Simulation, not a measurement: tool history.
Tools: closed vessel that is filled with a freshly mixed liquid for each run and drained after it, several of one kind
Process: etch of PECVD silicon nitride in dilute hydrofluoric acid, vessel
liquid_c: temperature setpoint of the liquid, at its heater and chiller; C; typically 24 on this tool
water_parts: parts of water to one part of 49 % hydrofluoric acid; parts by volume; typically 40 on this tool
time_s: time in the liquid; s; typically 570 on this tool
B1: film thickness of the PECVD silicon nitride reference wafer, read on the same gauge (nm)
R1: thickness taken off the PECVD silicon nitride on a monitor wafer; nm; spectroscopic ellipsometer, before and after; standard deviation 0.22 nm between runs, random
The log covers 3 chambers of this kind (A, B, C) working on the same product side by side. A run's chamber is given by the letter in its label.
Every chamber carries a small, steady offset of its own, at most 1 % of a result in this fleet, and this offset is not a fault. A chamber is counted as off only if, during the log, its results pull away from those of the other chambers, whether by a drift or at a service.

{"run": "1B", "hour": 9.6, "liquid_c": 24, "water_parts": 40, "time_s": 570, "B1": 50.009, "R1": 41.248}
{"run": "2C", "hour": 16.9, "liquid_c": 24, "water_parts": 40, "time_s": 570, "B1": 49.973, "R1": 40.582}
{"run": "3A", "hour": 24.6, "liquid_c": 24, "water_parts": 40, "time_s": 570, "B1": 49.987, "R1": 40.509}
{"run": "4C", "hour": 31.6, "liquid_c": 24, "water_parts": 40, "time_s": 570, "B1": 49.994, "R1": 40.946}
{"run": "5A", "hour": 40.0, "liquid_c": 24, "water_parts": 40, "time_s": 570, "B1": 50.028, "R1": 40.296}
{"run": "6B", "hour": 48.2, "liquid_c": 24, "water_parts": 40, "time_s": 570, "B1": 50.01, "R1": 40.777}
{"run": "7C", "hour": 57.4, "liquid_c": 24, "water_parts": 40, "time_s": 570, "B1": 49.963, "R1": 40.593}
{"run": "8A", "hour": 64.2, "liquid_c": 24, "water_parts": 40, "time_s": 570, "B1": 49.972, "R1": 40.936}
{"run": "9B", "hour": 73.8, "liquid_c": 26.5, "water_parts": 40, "time_s": 570, "B1": 49.982, "R1": 48.628}
{"run": "10A", "hour": 80.1, "liquid_c": 26.5, "water_parts": 40, "time_s": 570, "B1": 49.998, "R1": 47.61}
{"run": "11B", "hour": 85.7, "liquid_c": 26.5, "water_parts": 40, "time_s": 570, "B1": 50.023, "R1": 48.824}
{"run": "12C", "hour": 96.5, "liquid_c": 24, "water_parts": 40, "time_s": 570, "B1": 49.984, "R1": 40.328}
{"run": "13A", "hour": 105.5, "liquid_c": 24, "water_parts": 40, "time_s": 570, "B1": 49.956, "R1": 40.807}
{"run": "14C", "hour": 113.6, "liquid_c": 24, "water_parts": 55, "time_s": 570, "B1": 49.99, "R1": 29.683}
{"run": "15B", "hour": 119.7, "liquid_c": 24, "water_parts": 55, "time_s": 570, "B1": 49.971, "R1": 30.576}
{"run": "16B", "hour": 124.6, "liquid_c": 24, "water_parts": 55, "time_s": 570, "B1": 49.984, "R1": 30.581}
{"run": "17A", "hour": 131.0, "liquid_c": 24, "water_parts": 40, "time_s": 570, "B1": 50.01, "R1": 41.377}
{"run": "18C", "hour": 141.2, "liquid_c": 24, "water_parts": 40, "time_s": 570, "B1": 49.997, "R1": 40.958}
{"run": "19C", "hour": 150.4, "liquid_c": 24, "water_parts": 40, "time_s": 570, "B1": 50.016, "R1": 40.506}
{"run": "20A", "hour": 159.4, "liquid_c": 24, "water_parts": 40, "time_s": 570, "B1": 49.99, "R1": 41.981}
{"run": "21B", "hour": 166.4, "liquid_c": 24, "water_parts": 40, "time_s": 570, "B1": 50.002, "R1": 41.418}
{"hour": 168.8, "done": "chamber B: hydrofluoric acid flow meter replaced"}
{"run": "22A", "hour": 174.6, "liquid_c": 24, "water_parts": 40, "time_s": 570, "B1": 49.986, "R1": 42.273}
{"run": "23C", "hour": 185.3, "liquid_c": 24, "water_parts": 40, "time_s": 570, "B1": 49.99, "R1": 40.707}
{"run": "24B", "hour": 193.2, "liquid_c": 24, "water_parts": 40, "time_s": 570, "B1": 49.974, "R1": 41.198}
{"run": "25B", "hour": 203.5, "liquid_c": 24, "water_parts": 40, "time_s": 570, "B1": 50.035, "R1": 40.948}
{"run": "26A", "hour": 209.2, "liquid_c": 24, "water_parts": 40, "time_s": 570, "B1": 49.952, "R1": 42.636}
{"run": "27C", "hour": 215.3, "liquid_c": 24, "water_parts": 40, "time_s": 570, "B1": 49.981, "R1": 40.955}
{"run": "28A", "hour": 220.9, "liquid_c": 24, "water_parts": 40, "time_s": 570, "B1": 49.941, "R1": 42.964}
{"run": "29C", "hour": 230.5, "liquid_c": 24, "water_parts": 40, "time_s": 570, "B1": 49.999, "R1": 40.874}
{"run": "30B", "hour": 239.9, "liquid_c": 24, "water_parts": 35, "time_s": 275, "B1": 49.994, "R1": 22.58}
{"run": "31A", "hour": 245.5, "liquid_c": 24, "water_parts": 35, "time_s": 275, "B1": 50.044, "R1": 23.575}
{"run": "32B", "hour": 250.5, "liquid_c": 24, "water_parts": 35, "time_s": 275, "B1": 50.011, "R1": 22.485}
{"run": "33C", "hour": 256.9, "liquid_c": 24, "water_parts": 40, "time_s": 570, "B1": 49.959, "R1": 40.644}

Predict what each chamber gives when all 3 of them run the settings below next.
{"run": "34A", "hour": 264.9, "liquid_c": 19, "water_parts": 40, "time_s": 570, "R1": "?"}
{"run": "34B", "hour": 264.9, "liquid_c": 19, "water_parts": 40, "time_s": 570, "R1": "?"}
{"run": "34C", "hour": 264.9, "liquid_c": 19, "water_parts": 40, "time_s": 570, "R1": "?"}

run=34A R1=30.859
run=34B R1=28.841
run=34C R1=29.17

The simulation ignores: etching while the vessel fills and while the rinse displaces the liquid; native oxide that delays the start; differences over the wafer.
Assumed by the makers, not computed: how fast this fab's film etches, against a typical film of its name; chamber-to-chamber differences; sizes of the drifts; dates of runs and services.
